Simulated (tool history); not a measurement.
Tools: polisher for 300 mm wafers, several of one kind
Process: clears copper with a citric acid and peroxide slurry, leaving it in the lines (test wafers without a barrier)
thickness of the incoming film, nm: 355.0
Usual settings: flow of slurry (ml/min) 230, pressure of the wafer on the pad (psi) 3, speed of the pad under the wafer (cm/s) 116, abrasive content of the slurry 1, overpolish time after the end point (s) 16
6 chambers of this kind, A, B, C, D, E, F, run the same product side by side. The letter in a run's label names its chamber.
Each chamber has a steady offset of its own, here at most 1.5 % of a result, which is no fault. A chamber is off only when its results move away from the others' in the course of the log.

run   hour  flow of slurry (ml/min)  pressure of the wafer on the pad (psi)  speed of the pad under the wafer (cm/s)  abrasive content of the slurry  overpolish time after the end point (s)  time until the end point was called (s)  dishing of a wide line in a test structure (angstrom)
       5.1  -- chamber D: worn pad replaced by a new one
       9.3  -- chamber E: slurry blender recalibrated
       9.6  -- chamber A: worn pad replaced by a new one
 1A   10.5                      230                                       3                                      116                               1                                       16                                   148.61                                                 243.08
      12.8  -- chamber E: worn pad replaced by a new one
 2D   16.3                      230                                       3                                      116                               1                                       16                                   146.31                                                 245.82
 3F   22.8                      230                                       3                                      116                               1                                       16                                    148.8                                                 254.56
 4B   28.3                      230                                       3                                      116                               1                                       16                                   147.09                                                 247.09
      31.3  -- chamber A: slurry nozzle cleaned
      31.4  -- chamber B: worn pad replaced by a new one
      36.9  -- chamber F: worn pad replaced by a new one
 5E   40.9                      230                                       3                                      116                               1                                       16                                   144.64                                                 247.23
      42.4  -- chamber C: worn pad replaced by a new one
 6C   53.2                      230                                       3                                      116                               1                                       16                                    149.4                                                 242.62
 7A   63.3                      230                                       3                                      116                               1                                       16                                   150.99                                                 245.29
 8B   70.9                      230                                       3                                      116                               1                                       16                                   147.07                                                 254.26
 9C   81.6                      230                                       3                                      116                               1                                       16                                   144.59                                                 242.15
      86.4  -- chamber D: worn pad replaced by a new one
10E   88.6                      305                                       3                                       96                               1                                       16                                   170.87                                                 217.92
      89.4  -- chamber D: head pressure recalibrated
      91.3  -- chamber D: slurry blender recalibrated
11F   98.2                      305                                       3                                       96                               1                                       16                                   172.59                                                 221.06
      98.4  -- chamber D: slurry nozzle cleaned
12D  108.6                      305                                       3                                       96                               1                                       16                                   170.59                                                 215.62
     111.3  -- chamber E: slurry blender recalibrated
     113.6  -- chamber A: worn pad replaced by a new one
     115.9  -- chamber C: worn pad replaced by a new one
     116.9  -- chamber B: slurry blender recalibrated
13A  118.7                      305                                       3                                       96                               1                                       16                                   174.69                                                 218.07
     128.5  -- chamber E: worn pad replaced by a new one
14D  128.8                      305                                       3                                       96                               1                                       16                                   171.83                                                 221.58
     130.4  -- chamber A: slurry blender recalibrated
15C  136.7                      305                                       3                                       96                               1                                       16                                   170.26                                                 222.43
     144.4  -- chamber F: worn pad replaced by a new one
16F  146.1                      230                                       3                                      116                               1                                       16                                   146.41                                                 244.89
17E  156.4                      230                                       3                                      116                               1                                       16                                   146.29                                                  246.5
     158.3  -- chamber F: head pressure recalibrated
     163.8  -- chamber D: worn pad replaced by a new one
18B  164.4                      230                                       3                                      116                               1                                       16                                   147.87                                                 247.32
     166.8  -- chamber C: slurry blender recalibrated
19C  174.3                      230                                       3                                      116                               1                                       16                                   148.29                                                  243.2
20A  184.3                      230                                       3                                      116                               1                                       16                                   150.67                                                 249.47
21B    190                      230                                       3                                      116                               1                                       16                                   147.86                                                 245.03
     192.4  -- chamber B: worn pad replaced by a new one
     194.1  -- chamber C: worn pad replaced by a new one
22F  200.6                      230                                       3                                      116                               1                                       16                                   145.95                                                 246.79
     209.3  -- chamber E: slurry nozzle cleaned
23E  212.5                      230                                       3                                       88                               1                                       20                                   190.36                                                 237.61
     213.8  -- chamber E: slurry blender recalibrated
     214.9  -- chamber A: worn pad replaced by a new one
24D  218.2                      230                                       3                                       88                               1                                       20                                   192.02                                                 238.43
25D  226.2                      230                                       3                                       88                               1                                       20                                   193.45                                                 243.52
     232.3  -- chamber D: worn pad replaced by a new one
26F  236.9                      230                                       3                                       88                               1                                       20                                   192.41                                                 233.19
     245.3  -- chamber F: worn pad replaced by a new one
27C  246.4                      230                                       3                                       88                               1                                       20                                   194.14                                                 240.11
28E  252.7                      230                                       3                                       88                               1                                       20                                   191.69                                                 242.57
     255.5  -- chamber F: slurry nozzle cleaned
29A    259                      230                                       3                                      116                               1                                       16                                   150.81                                                 239.04
     266.2  -- chamber C: worn pad replaced by a new one
30B  268.8                      230                                       3                                      116                               1                                       16                                   148.42                                                 250.76
     273.8  -- chamber B: slurry blender recalibrated
31A  278.4                      230                                       3                                      116                               1                                       16                                   146.75                                                 248.91
     279.9  -- chamber E: worn pad replaced by a new one
     286.3  -- chamber A: slurry blender recalibrated
32E  290.1                      230                                       3                                      116                               1                                       16                                   147.89                                                 248.59
33B  302.7                      230                                       3                                      116                               1                                       16                                   146.76                                                 251.37
     306.9  -- chamber C: slurry nozzle cleaned
     308.8  -- chamber A: worn pad replaced by a new one
     310.9  -- chamber E: slurry blender recalibrated
     311.9  -- chamber D: worn pad replaced by a new one
34D  313.4                      230                                       3                                      116                               1                                       16                                   145.29                                                 252.51
35C  320.7                      230                                       3                                      116                               1                                       21                                   149.43                                                 304.51
36F  328.5                      230                                       3                                      116                               1                                       21                                    147.4                                                 304.12
37E  337.1                      230                                       3                                      116                               1                                       21                                    144.6                                                 305.57
38F  343.9                      230                                       3                                      116                               1                                       21                                   145.77                                                 305.41
39D  355.1                      230                                       3                                      116                               1                                       21                                   146.42                                                 309.36
40A  363.8                      230                                       3                                      116                               1                                       21                                   150.86                                                 307.19

What goes on in this fleet: one chamber off, a drifting gauge, or nothing beyond the chambers' own small offsets? Name the chamber and the cause, if any.

No chamber stands off beyond its own small offset, and the gauge holds steady.
